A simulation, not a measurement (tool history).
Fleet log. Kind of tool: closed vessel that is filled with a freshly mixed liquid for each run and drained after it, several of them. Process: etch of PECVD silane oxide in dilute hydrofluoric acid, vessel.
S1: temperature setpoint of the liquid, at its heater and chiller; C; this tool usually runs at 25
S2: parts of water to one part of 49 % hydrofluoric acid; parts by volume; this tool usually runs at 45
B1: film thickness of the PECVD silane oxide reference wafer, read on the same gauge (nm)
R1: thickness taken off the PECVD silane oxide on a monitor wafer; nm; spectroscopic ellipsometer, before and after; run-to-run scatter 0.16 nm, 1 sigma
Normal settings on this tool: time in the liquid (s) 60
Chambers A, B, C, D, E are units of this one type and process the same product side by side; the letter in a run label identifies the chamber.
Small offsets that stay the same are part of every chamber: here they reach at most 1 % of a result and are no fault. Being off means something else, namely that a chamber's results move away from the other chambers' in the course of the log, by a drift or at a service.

run 1C hour=9.8 | S1=25 S2=45 time_in_the_liquid_(s)=60 | B1=79.985 | R1=22.222
run 2E hour=19.2 | S1=25 S2=45 time_in_the_liquid_(s)=60 | B1=79.988 | R1=22.558
-- hour=19.9 chamber C: hydrofluoric acid flow meter replaced
run 3A hour=26.3 | S1=25 S2=45 time_in_the_liquid_(s)=60 | B1=80 | R1=22.264
run 4D hour=37.9 | S1=25 S2=45 time_in_the_liquid_(s)=60 | B1=79.987 | R1=22.091
run 5B hour=51.1 | S1=25 S2=45 time_in_the_liquid_(s)=60 | B1=80.005 | R1=22.441
-- hour=51.3 chamber B: thermometer replaced
run 6B hour=61.2 | S1=25 S2=45 time_in_the_liquid_(s)=60 | B1=79.984 | R1=22.354
run 7E hour=69.1 | S1=25 S2=45 time_in_the_liquid_(s)=60 | B1=79.985 | R1=22.596
run 8D hour=81.4 | S1=25 S2=45 time_in_the_liquid_(s)=60 | B1=80.027 | R1=22.34
run 9A hour=92.5 | S1=25 S2=35 time_in_the_liquid_(s)=60 | B1=79.975 | R1=29.108
run 10C hour=105.2 | S1=25 S2=35 time_in_the_liquid_(s)=60 | B1=79.995 | R1=28.918
run 11D hour=114.9 | S1=25 S2=35 time_in_the_liquid_(s)=60 | B1=79.997 | R1=28.977
run 12B hour=129.5 | S1=25 S2=35 time_in_the_liquid_(s)=60 | B1=79.98 | R1=28.892
run 13C hour=138.4 | S1=25 S2=35 time_in_the_liquid_(s)=60 | B1=80.033 | R1=29.513
-- hour=141.9 chamber D: hydrofluoric acid flow meter replaced
run 14E hour=149.2 | S1=25 S2=45 time_in_the_liquid_(s)=60 | B1=80.013 | R1=22.455
run 15A hour=162.6 | S1=25 S2=45 time_in_the_liquid_(s)=60 | B1=79.974 | R1=22.282
run 16B hour=176.5 | S1=25 S2=45 time_in_the_liquid_(s)=60 | B1=79.992 | R1=22.402
run 17D hour=184.3 | S1=25 S2=45 time_in_the_liquid_(s)=60 | B1=80.004 | R1=23.179
run 18E hour=197.5 | S1=25 S2=45 time_in_the_liquid_(s)=60 | B1=79.994 | R1=22.261
run 19A hour=206.7 | S1=25 S2=45 time_in_the_liquid_(s)=60 | B1=79.994 | R1=22.321
run 20C hour=218.9 | S1=25 S2=45 time_in_the_liquid_(s)=60 | B1=79.992 | R1=22.342
run 21D hour=225.6 | S1=25 S2=45 time_in_the_liquid_(s)=60 | B1=79.995 | R1=23.397
run 22C hour=235.2 | S1=25 S2=45 time_in_the_liquid_(s)=60 | B1=80.015 | R1=22.377
run 23E hour=248.5 | S1=25 S2=45 time_in_the_liquid_(s)=60 | B1=79.994 | R1=22.04
run 24B hour=254.9 | S1=25 S2=35 time_in_the_liquid_(s)=75 | B1=79.992 | R1=36.161
run 25A hour=268.4 | S1=25 S2=35 time_in_the_liquid_(s)=75 | B1=80.01 | R1=36.363
run 26D hour=276.2 | S1=25 S2=35 time_in_the_liquid_(s)=75 | B1=80.001 | R1=38.254
run 27B hour=285.4 | S1=25 S2=35 time_in_the_liquid_(s)=75 | B1=80.009 | R1=35.798
run 28C hour=293.1 | S1=25 S2=35 time_in_the_liquid_(s)=75 | B1=79.988 | R1=36.513
run 29A hour=302.9 | S1=25 S2=45 time_in_the_liquid_(s)=60 | B1=79.991 | R1=22.317
run 30E hour=315 | S1=25 S2=45 time_in_the_liquid_(s)=60 | B1=79.995 | R1=22.323
run 31D hour=321.6 | S1=25 S2=45 time_in_the_liquid_(s)=60 | B1=80.009 | R1=24.113
run 32A hour=332.6 | S1=25 S2=45 time_in_the_liquid_(s)=60 | B1=79.983 | R1=22.063

Is one chamber off against the others, does the gauge drift, or is nothing wrong? If a chamber is off, say which, and what the likeliest cause is.

It is chamber D that slowly wanders off from its peers.
Likeliest cause: liquid hotter than its thermometer reads (K) = 1.89.

Which of the 4 candidates below, each the usual settings with something changed and its results left as question marks, puts chamber D back in line with what the other chambers give on the usual settings?
In line here means within this much of the mean the other chambers give on the usual settings: R1 0.55 nm
run 33D-1 hour=343.1 | S1=23 S2=45 time_in_the_liquid_(s)=60 | R1=?
run 33D-2 hour=343.1 | S1=21.5 S2=45 time_in_the_liquid_(s)=60 | R1=?
run 33D-3 hour=343.1 | S1=25 S2=45 time_in_the_liquid_(s)=65 | R1=?
run 33D-4 hour=343.1 | S1=25.5 S2=40 time_in_the_liquid_(s)=60 | R1=?

Usual-settings mean across the other chambers: R1 22.313 nm
run=33D-1 R1=22.287
run=33D-2 R1=20.967
run=33D-3 R1=26.161
run=33D-4 R1=27.864
33D-1 brings the chamber back in line.
